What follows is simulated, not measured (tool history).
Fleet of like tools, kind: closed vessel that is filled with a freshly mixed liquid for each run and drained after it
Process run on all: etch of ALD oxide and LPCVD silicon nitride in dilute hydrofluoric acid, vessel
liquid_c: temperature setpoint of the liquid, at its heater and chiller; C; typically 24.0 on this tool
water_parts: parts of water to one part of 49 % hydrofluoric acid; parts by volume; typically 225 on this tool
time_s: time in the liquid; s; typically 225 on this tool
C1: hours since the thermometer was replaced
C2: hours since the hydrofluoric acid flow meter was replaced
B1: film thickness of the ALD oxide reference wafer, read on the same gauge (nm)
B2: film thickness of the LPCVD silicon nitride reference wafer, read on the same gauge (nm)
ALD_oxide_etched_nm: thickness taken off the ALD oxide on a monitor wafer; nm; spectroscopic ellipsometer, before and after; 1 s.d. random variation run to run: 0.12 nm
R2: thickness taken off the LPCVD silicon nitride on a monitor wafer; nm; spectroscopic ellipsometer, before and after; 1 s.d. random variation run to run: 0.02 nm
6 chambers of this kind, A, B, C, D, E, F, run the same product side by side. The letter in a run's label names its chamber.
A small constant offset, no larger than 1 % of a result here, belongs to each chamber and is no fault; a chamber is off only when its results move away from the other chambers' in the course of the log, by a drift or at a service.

Run 1B, hour 2.4: usual settings; C1 1507.0; C2 1510.1; B1 49.988; B2 70.020. Result: ALD_oxide_etched_nm 13.375 nm, R2 0.49323 nm.
Run 2F, hour 6.7: usual settings; C1 775.9; C2 50.6; B1 49.969; B2 70.056. Result: ALD_oxide_etched_nm 13.145 nm, R2 0.46295 nm.
Run 3E, hour 9.6: usual settings; C1 484.1; C2 725.2; B1 50.009; B2 70.028. Result: ALD_oxide_etched_nm 13.133 nm, R2 0.49953 nm.
Run 4D, hour 13.9: usual settings; C1 1461.3; C2 442.5; B1 50.012; B2 70.043. Result: ALD_oxide_etched_nm 13.135 nm, R2 0.52018 nm.
Run 5A, hour 15.9: usual settings; C1 1006.7; C2 781.1; B1 49.991; B2 70.005. Result: ALD_oxide_etched_nm 13.227 nm, R2 0.47697 nm.
Run 6C, hour 19.0: usual settings; C1 1376.4; C2 108.6; B1 50.001; B2 69.978. Result: ALD_oxide_etched_nm 12.962 nm, R2 0.49501 nm.
Run 7F, hour 21.8: usual settings but liquid_c 19.5 C; C1 791.0; C2 65.7; B1 49.976; B2 70.021. Result: ALD_oxide_etched_nm 11.167 nm, R2 0.37243 nm.
Run 8E, hour 25.2: usual settings but liquid_c 19.5 C; C1 499.7; C2 740.8; B1 49.997; B2 70.028. Result: ALD_oxide_etched_nm 11.091 nm, R2 0.35503 nm.
Run 9B, hour 28.8: usual settings but liquid_c 19.5 C; C1 1533.4; C2 1536.5; B1 50.008; B2 69.981. Result: ALD_oxide_etched_nm 11.366 nm, R2 0.38310 nm.
Run 10C, hour 30.9: usual settings but liquid_c 19.5 C; C1 1388.3; C2 120.5; B1 50.024; B2 70.039. Result: ALD_oxide_etched_nm 10.969 nm, R2 0.37793 nm.
Run 11D, hour 34.6: usual settings but liquid_c 19.5 C; C1 1482.0; C2 463.2; B1 50.002; B2 70.038. Result: ALD_oxide_etched_nm 11.141 nm, R2 0.37630 nm.
Run 12A, hour 38.2: usual settings but liquid_c 19.5 C; C1 1029.0; C2 803.4; B1 50.008; B2 69.979. Result: ALD_oxide_etched_nm 11.264 nm, R2 0.37381 nm.
Run 13D, hour 40.4: usual settings; C1 1487.8; C2 469.0; B1 50.007; B2 69.964. Result: ALD_oxide_etched_nm 13.047 nm, R2 0.47728 nm.
Run 14B, hour 42.6: usual settings; C1 1547.2; C2 1550.3; B1 49.999; B2 70.050. Result: ALD_oxide_etched_nm 13.220 nm, R2 0.51045 nm.
Run 15A, hour 45.6: usual settings; C1 1036.4; C2 810.8; B1 49.995; B2 69.988. Result: ALD_oxide_etched_nm 13.063 nm, R2 0.50008 nm.
Run 16C, hour 49.6: usual settings; C1 1407.0; C2 139.2; B1 49.950; B2 70.037. Result: ALD_oxide_etched_nm 13.093 nm, R2 0.50448 nm.
Run 17E, hour 51.6: usual settings but liquid_c 19.5 C; C1 526.1; C2 767.2; B1 49.980; B2 69.962. Result: ALD_oxide_etched_nm 10.800 nm, R2 0.37694 nm.
Run 18F, hour 55.6: usual settings but liquid_c 19.5 C; C1 824.8; C2 99.5; B1 50.028; B2 70.018. Result: ALD_oxide_etched_nm 11.274 nm, R2 0.37246 nm.
Run 19D, hour 58.4: usual settings but liquid_c 19.5 C; C1 1505.8; C2 487.0; B1 50.020; B2 69.952. Result: ALD_oxide_etched_nm 11.036 nm, R2 0.40548 nm.
Run 20E, hour 61.3: usual settings but liquid_c 19.5 C; C1 535.8; C2 776.9; B1 50.023; B2 69.996. Result: ALD_oxide_etched_nm 11.303 nm, R2 0.36221 nm.
Run 21F, hour 64.5: usual settings but liquid_c 19.5 C; C1 833.7; C2 108.4; B1 49.955; B2 70.021. Result: ALD_oxide_etched_nm 11.212 nm, R2 0.35113 nm.
Run 22B, hour 67.1: usual settings but liquid_c 19.5 C; C1 1571.7; C2 1574.8; B1 50.023; B2 69.960. Result: ALD_oxide_etched_nm 11.097 nm, R2 0.37488 nm.
Run 23C, hour 70.7: usual settings; C1 1428.1; C2 160.3; B1 49.978; B2 69.988. Result: ALD_oxide_etched_nm 13.053 nm, R2 0.50912 nm.
Run 24A, hour 72.7: usual settings; C1 1063.5; C2 837.9; B1 49.968; B2 70.048. Result: ALD_oxide_etched_nm 13.308 nm, R2 0.47774 nm.
Run 25A, hour 75.7: usual settings; C1 1066.5; C2 840.9; B1 49.979; B2 70.008. Result: ALD_oxide_etched_nm 13.136 nm, R2 0.46509 nm.
Run 26C, hour 78.4: usual settings; C1 1435.8; C2 168.0; B1 49.964; B2 69.974. Result: ALD_oxide_etched_nm 13.256 nm, R2 0.46996 nm.
Run 27F, hour 81.2: usual settings; C1 850.4; C2 125.1; B1 50.016; B2 70.016. Result: ALD_oxide_etched_nm 13.208 nm, R2 0.47001 nm.
Run 28E, hour 85.5: usual settings; C1 560.0; C2 801.1; B1 49.980; B2 69.973. Result: ALD_oxide_etched_nm 13.076 nm, R2 0.47777 nm.
Run 29D, hour 88.4: usual settings; C1 1535.8; C2 517.0; B1 49.989; B2 69.983. Result: ALD_oxide_etched_nm 13.087 nm, R2 0.47351 nm.
Run 30B, hour 91.2: usual settings; C1 1595.8; C2 1598.9; B1 50.006; B2 70.003. Result: ALD_oxide_etched_nm 13.179 nm, R2 0.48441 nm.
Run 31A, hour 93.8: usual settings; C1 1084.6; C2 859.0; B1 50.035; B2 69.995. Result: ALD_oxide_etched_nm 13.168 nm, R2 0.49805 nm.
Run 32B, hour 96.3: usual settings; C1 1600.9; C2 1604.0; B1 50.016; B2 70.013. Result: ALD_oxide_etched_nm 13.353 nm, R2 0.49729 nm.
Run 33C, hour 99.6: usual settings; C1 1457.0; C2 189.2; B1 49.991; B2 69.997. Result: ALD_oxide_etched_nm 12.973 nm, R2 0.48285 nm.
Run 34E, hour 103.8: usual settings; C1 578.3; C2 819.4; B1 50.004; B2 70.004. Result: ALD_oxide_etched_nm 13.054 nm, R2 0.49825 nm.
Run 35D, hour 107.0: usual settings; C1 1554.4; C2 535.6; B1 50.002; B2 70.001. Result: ALD_oxide_etched_nm 13.052 nm, R2 0.46979 nm.
Run 36F, hour 110.2: usual settings; C1 879.4; C2 154.1; B1 49.987; B2 69.979. Result: ALD_oxide_etched_nm 13.188 nm, R2 0.49695 nm.
Run 37C, hour 114.5: usual settings; C1 1471.9; C2 204.1; B1 49.987; B2 70.029. Result: ALD_oxide_etched_nm 13.467 nm, R2 0.49959 nm.
Run 38D, hour 116.5: usual settings; C1 1563.9; C2 545.1; B1 49.999; B2 70.047. Result: ALD_oxide_etched_nm 13.052 nm, R2 0.48352 nm.
Run 39F, hour 118.7: usual settings; C1 887.9; C2 162.6; B1 49.970; B2 69.985. Result: ALD_oxide_etched_nm 13.226 nm, R2 0.51519 nm.

Is one chamber out of step, is the gauge drifting, or do the chambers differ by no more than their own small offsets? For an off chamber, give its letter and the likeliest cause.

All chambers stay in line apart from their small fixed offsets, and the gauge does not drift.

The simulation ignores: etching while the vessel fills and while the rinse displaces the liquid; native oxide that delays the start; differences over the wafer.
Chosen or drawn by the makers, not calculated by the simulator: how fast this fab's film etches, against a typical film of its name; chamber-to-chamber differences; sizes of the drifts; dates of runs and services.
